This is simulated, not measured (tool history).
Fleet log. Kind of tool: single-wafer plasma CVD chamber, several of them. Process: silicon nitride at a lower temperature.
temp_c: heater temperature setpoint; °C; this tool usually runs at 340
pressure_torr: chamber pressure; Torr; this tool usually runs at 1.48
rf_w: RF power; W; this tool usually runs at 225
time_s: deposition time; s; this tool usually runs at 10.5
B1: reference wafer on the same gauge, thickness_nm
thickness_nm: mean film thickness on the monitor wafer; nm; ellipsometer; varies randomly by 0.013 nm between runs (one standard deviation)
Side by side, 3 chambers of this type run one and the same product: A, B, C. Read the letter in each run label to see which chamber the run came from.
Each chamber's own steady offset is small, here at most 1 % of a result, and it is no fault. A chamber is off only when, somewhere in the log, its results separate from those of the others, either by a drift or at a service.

{"run": "1C", "day": 0.533, "temp_c": 340, "pressure_torr": 1.48, "rf_w": 225, "time_s": 10.5, "B1": 9.9639, "thickness_nm": 9.9939}
{"run": "2B", "day": 0.775, "temp_c": 340, "pressure_torr": 1.48, "rf_w": 225, "time_s": 10.5, "B1": 9.9644, "thickness_nm": 9.9624}
{"run": "3A", "day": 1.042, "temp_c": 340, "pressure_torr": 1.48, "rf_w": 225, "time_s": 10.5, "B1": 9.9676, "thickness_nm": 9.9202}
{"run": "4B", "day": 1.288, "temp_c": 340, "pressure_torr": 1.48, "rf_w": 225, "time_s": 10.5, "B1": 9.9666, "thickness_nm": 9.9547}
{"run": "5A", "day": 1.817, "temp_c": 340, "pressure_torr": 1.48, "rf_w": 225, "time_s": 10.5, "B1": 9.9704, "thickness_nm": 9.9382}
{"run": "6C", "day": 2.133, "temp_c": 340, "pressure_torr": 1.48, "rf_w": 225, "time_s": 10.5, "B1": 9.9749, "thickness_nm": 9.9961}
{"run": "7C", "day": 2.583, "temp_c": 340, "pressure_torr": 1.48, "rf_w": 225, "time_s": 10.5, "B1": 9.9779, "thickness_nm": 9.9884}
{"run": "8A", "day": 2.992, "temp_c": 340, "pressure_torr": 1.48, "rf_w": 225, "time_s": 10.5, "B1": 9.9802, "thickness_nm": 9.9687}
{"run": "9B", "day": 3.25, "temp_c": 346, "pressure_torr": 1.48, "rf_w": 225, "time_s": 10.5, "B1": 9.9816, "thickness_nm": 9.9501}
{"run": "10A", "day": 3.538, "temp_c": 346, "pressure_torr": 1.48, "rf_w": 225, "time_s": 10.5, "B1": 9.9841, "thickness_nm": 9.9083}
{"run": "11B", "day": 3.862, "temp_c": 346, "pressure_torr": 1.48, "rf_w": 225, "time_s": 10.5, "B1": 9.9829, "thickness_nm": 9.9621}
{"run": "12C", "day": 4.371, "temp_c": 340, "pressure_torr": 1.48, "rf_w": 225, "time_s": 10.5, "B1": 9.985, "thickness_nm": 10.016}
{"run": "13A", "day": 4.612, "temp_c": 350, "pressure_torr": 1.48, "rf_w": 225, "time_s": 10.5, "B1": 9.9885, "thickness_nm": 9.8916}
{"run": "14B", "day": 5.125, "temp_c": 350, "pressure_torr": 1.48, "rf_w": 225, "time_s": 10.5, "B1": 9.9909, "thickness_nm": 9.9518}
{"run": "15C", "day": 5.533, "temp_c": 350, "pressure_torr": 1.48, "rf_w": 225, "time_s": 10.5, "B1": 9.9961, "thickness_nm": 9.9869}
{"run": "16A", "day": 5.804, "temp_c": 340, "pressure_torr": 1.48, "rf_w": 225, "time_s": 10.5, "B1": 9.9975, "thickness_nm": 9.9641}
{"run": "17C", "day": 6.15, "temp_c": 340, "pressure_torr": 1.48, "rf_w": 225, "time_s": 10.5, "B1": 10, "thickness_nm": 10.022}
{"run": "18B", "day": 6.538, "temp_c": 340, "pressure_torr": 1.48, "rf_w": 225, "time_s": 10.5, "B1": 10.002, "thickness_nm": 10.008}
{"run": "19A", "day": 6.992, "temp_c": 340, "pressure_torr": 1.48, "rf_w": 225, "time_s": 10.5, "B1": 10.002, "thickness_nm": 9.9689}
{"run": "20B", "day": 7.408, "temp_c": 340, "pressure_torr": 1.48, "rf_w": 245, "time_s": 12.3, "B1": 10.007, "thickness_nm": 12.468}
{"run": "21C", "day": 7.867, "temp_c": 340, "pressure_torr": 1.48, "rf_w": 245, "time_s": 12.3, "B1": 10.011, "thickness_nm": 12.452}
{"run": "22A", "day": 8.258, "temp_c": 340, "pressure_torr": 1.48, "rf_w": 245, "time_s": 12.3, "B1": 10.014, "thickness_nm": 12.426}

Each of the 3 chambers runs these same settings next. Fill in every chamber's results:
{"run": "23A", "day": 8.642, "temp_c": 340, "pressure_torr": 1.48, "rf_w": 195, "time_s": 10.5, "thickness_nm": "?"}
{"run": "23B", "day": 8.642, "temp_c": 340, "pressure_torr": 1.48, "rf_w": 195, "time_s": 10.5, "thickness_nm": "?"}
{"run": "23C", "day": 8.642, "temp_c": 340, "pressure_torr": 1.48, "rf_w": 195, "time_s": 10.5, "thickness_nm": "?"}

run=23A thickness_nm=8.9846
run=23B thickness_nm=8.9859
run=23C thickness_nm=9.0365

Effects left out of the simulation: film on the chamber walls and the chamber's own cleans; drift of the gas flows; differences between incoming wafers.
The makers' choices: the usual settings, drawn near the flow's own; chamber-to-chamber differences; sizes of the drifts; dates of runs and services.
